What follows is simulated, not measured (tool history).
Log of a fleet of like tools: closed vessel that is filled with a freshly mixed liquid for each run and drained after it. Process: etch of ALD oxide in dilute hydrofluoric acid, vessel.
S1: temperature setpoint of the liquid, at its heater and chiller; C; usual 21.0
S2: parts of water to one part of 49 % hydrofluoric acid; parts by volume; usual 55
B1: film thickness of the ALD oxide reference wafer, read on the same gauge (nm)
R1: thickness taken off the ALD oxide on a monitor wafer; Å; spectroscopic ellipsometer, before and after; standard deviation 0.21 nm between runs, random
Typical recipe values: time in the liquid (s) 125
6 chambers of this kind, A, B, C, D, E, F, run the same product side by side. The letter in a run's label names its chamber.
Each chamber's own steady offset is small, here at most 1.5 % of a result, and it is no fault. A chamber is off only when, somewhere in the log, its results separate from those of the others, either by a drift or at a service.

{"run": "1A", "day": 0.325, "S1": 21.0, "S2": 55, "time in the liquid (s)": 125, "B1": 69.984, "R1": 295.2}
{"run": "2D", "day": 0.558, "S1": 21.0, "S2": 55, "time in the liquid (s)": 125, "B1": 70.013, "R1": 291.3}
{"day": 0.721, "done": "chamber D: thermometer replaced"}
{"run": "3C", "day": 0.925, "S1": 21.0, "S2": 55, "time in the liquid (s)": 125, "B1": 70.023, "R1": 292.04}
{"run": "4E", "day": 1.221, "S1": 21.0, "S2": 55, "time in the liquid (s)": 125, "B1": 69.997, "R1": 289.24}
{"run": "5B", "day": 1.429, "S1": 21.0, "S2": 55, "time in the liquid (s)": 125, "B1": 70.035, "R1": 294.0}
{"run": "6F", "day": 1.888, "S1": 21.0, "S2": 55, "time in the liquid (s)": 125, "B1": 69.994, "R1": 295.14}
{"run": "7A", "day": 2.146, "S1": 21.0, "S2": 55, "time in the liquid (s)": 125, "B1": 69.997, "R1": 293.15}
{"day": 2.171, "done": "chamber D: hydrofluoric acid flow meter replaced"}
{"run": "8F", "day": 2.475, "S1": 18.0, "S2": 55, "time in the liquid (s)": 125, "B1": 69.99, "R1": 255.84}
{"run": "9D", "day": 2.808, "S1": 18.0, "S2": 55, "time in the liquid (s)": 125, "B1": 70.011, "R1": 254.6}
{"day": 2.896, "done": "chamber A: hydrofluoric acid flow meter replaced"}
{"run": "10B", "day": 3.162, "S1": 18.0, "S2": 55, "time in the liquid (s)": 125, "B1": 69.997, "R1": 254.08}
{"run": "11E", "day": 3.4, "S1": 18.0, "S2": 55, "time in the liquid (s)": 125, "B1": 69.979, "R1": 259.46}
{"run": "12C", "day": 3.696, "S1": 18.0, "S2": 55, "time in the liquid (s)": 125, "B1": 70.029, "R1": 252.7}
{"run": "13E", "day": 4.117, "S1": 18.0, "S2": 55, "time in the liquid (s)": 125, "B1": 69.993, "R1": 258.37}
{"run": "14D", "day": 4.371, "S1": 21.0, "S2": 55, "time in the liquid (s)": 125, "B1": 70.001, "R1": 293.45}
{"day": 4.442, "done": "chamber B: thermometer replaced"}
{"run": "15A", "day": 4.788, "S1": 21.0, "S2": 55, "time in the liquid (s)": 125, "B1": 70.013, "R1": 293.82}
{"run": "16F", "day": 5.112, "S1": 21.0, "S2": 55, "time in the liquid (s)": 125, "B1": 70.008, "R1": 290.73}
{"run": "17B", "day": 5.45, "S1": 25.5, "S2": 70, "time in the liquid (s)": 125, "B1": 69.994, "R1": 258.72}
{"run": "18C", "day": 5.825, "S1": 25.5, "S2": 70, "time in the liquid (s)": 125, "B1": 70.011, "R1": 273.56}
{"run": "19F", "day": 6.104, "S1": 25.5, "S2": 70, "time in the liquid (s)": 125, "B1": 69.991, "R1": 274.49}
{"run": "20A", "day": 6.45, "S1": 25.5, "S2": 70, "time in the liquid (s)": 125, "B1": 69.988, "R1": 274.9}
{"run": "21D", "day": 6.767, "S1": 25.5, "S2": 70, "time in the liquid (s)": 125, "B1": 69.997, "R1": 272.87}
{"run": "22E", "day": 7.062, "S1": 25.5, "S2": 70, "time in the liquid (s)": 125, "B1": 69.995, "R1": 268.84}
{"run": "23B", "day": 7.342, "S1": 21.0, "S2": 55, "time in the liquid (s)": 125, "B1": 69.969, "R1": 279.46}
{"run": "24C", "day": 7.579, "S1": 21.0, "S2": 55, "time in the liquid (s)": 125, "B1": 70.03, "R1": 292.35}
{"run": "25D", "day": 7.879, "S1": 21.0, "S2": 75, "time in the liquid (s)": 90, "B1": 69.999, "R1": 150.27}
{"run": "26E", "day": 8.242, "S1": 21.0, "S2": 75, "time in the liquid (s)": 90, "B1": 70.019, "R1": 148.54}
{"run": "27B", "day": 8.679, "S1": 21.0, "S2": 75, "time in the liquid (s)": 90, "B1": 69.987, "R1": 142.66}
{"run": "28F", "day": 9.117, "S1": 21.0, "S2": 75, "time in the liquid (s)": 90, "B1": 69.982, "R1": 151.32}
{"run": "29C", "day": 9.542, "S1": 21.0, "S2": 75, "time in the liquid (s)": 90, "B1": 69.996, "R1": 151.81}
{"run": "30A", "day": 9.833, "S1": 21.0, "S2": 75, "time in the liquid (s)": 90, "B1": 69.988, "R1": 151.8}
{"run": "31D", "day": 10.221, "S1": 21.0, "S2": 55, "time in the liquid (s)": 125, "B1": 69.988, "R1": 291.89}
{"run": "32F", "day": 10.483, "S1": 24.0, "S2": 55, "time in the liquid (s)": 165, "B1": 70.034, "R1": 438.93}
{"run": "33C", "day": 10.912, "S1": 24.0, "S2": 55, "time in the liquid (s)": 165, "B1": 69.967, "R1": 436.28}
{"run": "34B", "day": 11.133, "S1": 24.0, "S2": 55, "time in the liquid (s)": 165, "B1": 69.997, "R1": 396.85}
{"run": "35A", "day": 11.588, "S1": 24.0, "S2": 55, "time in the liquid (s)": 165, "B1": 69.983, "R1": 438.91}
{"run": "36E", "day": 12.025, "S1": 24.0, "S2": 55, "time in the liquid (s)": 165, "B1": 69.976, "R1": 434.49}
{"run": "37A", "day": 12.375, "S1": 24.0, "S2": 55, "time in the liquid (s)": 165, "B1": 69.966, "R1": 442.21}
{"run": "38C", "day": 12.662, "S1": 21.0, "S2": 55, "time in the liquid (s)": 125, "B1": 69.992, "R1": 288.74}
{"run": "39E", "day": 12.9, "S1": 21.0, "S2": 55, "time in the liquid (s)": 125, "B1": 70.001, "R1": 290.94}
{"run": "40D", "day": 13.167, "S1": 21.0, "S2": 80, "time in the liquid (s)": 125, "B1": 70.0, "R1": 195.7}

For the next run the whole fleet of 6 chambers uses the same settings. Give each chamber's results:
{"run": "41A", "day": 13.496, "S1": 21.0, "S2": 55, "time in the liquid (s)": 125, "R1": "?"}
{"run": "41B", "day": 13.496, "S1": 21.0, "S2": 55, "time in the liquid (s)": 125, "R1": "?"}
{"run": "41C", "day": 13.496, "S1": 21.0, "S2": 55, "time in the liquid (s)": 125, "R1": "?"}
{"run": "41D", "day": 13.496, "S1": 21.0, "S2": 55, "time in the liquid (s)": 125, "R1": "?"}
{"run": "41E", "day": 13.496, "S1": 21.0, "S2": 55, "time in the liquid (s)": 125, "R1": "?"}
{"run": "41F", "day": 13.496, "S1": 21.0, "S2": 55, "time in the liquid (s)": 125, "R1": "?"}

run=41A R1=291.83
run=41B R1=267.14
run=41C R1=292.56
run=41D R1=289.68
run=41E R1=292.03
run=41F R1=294.36
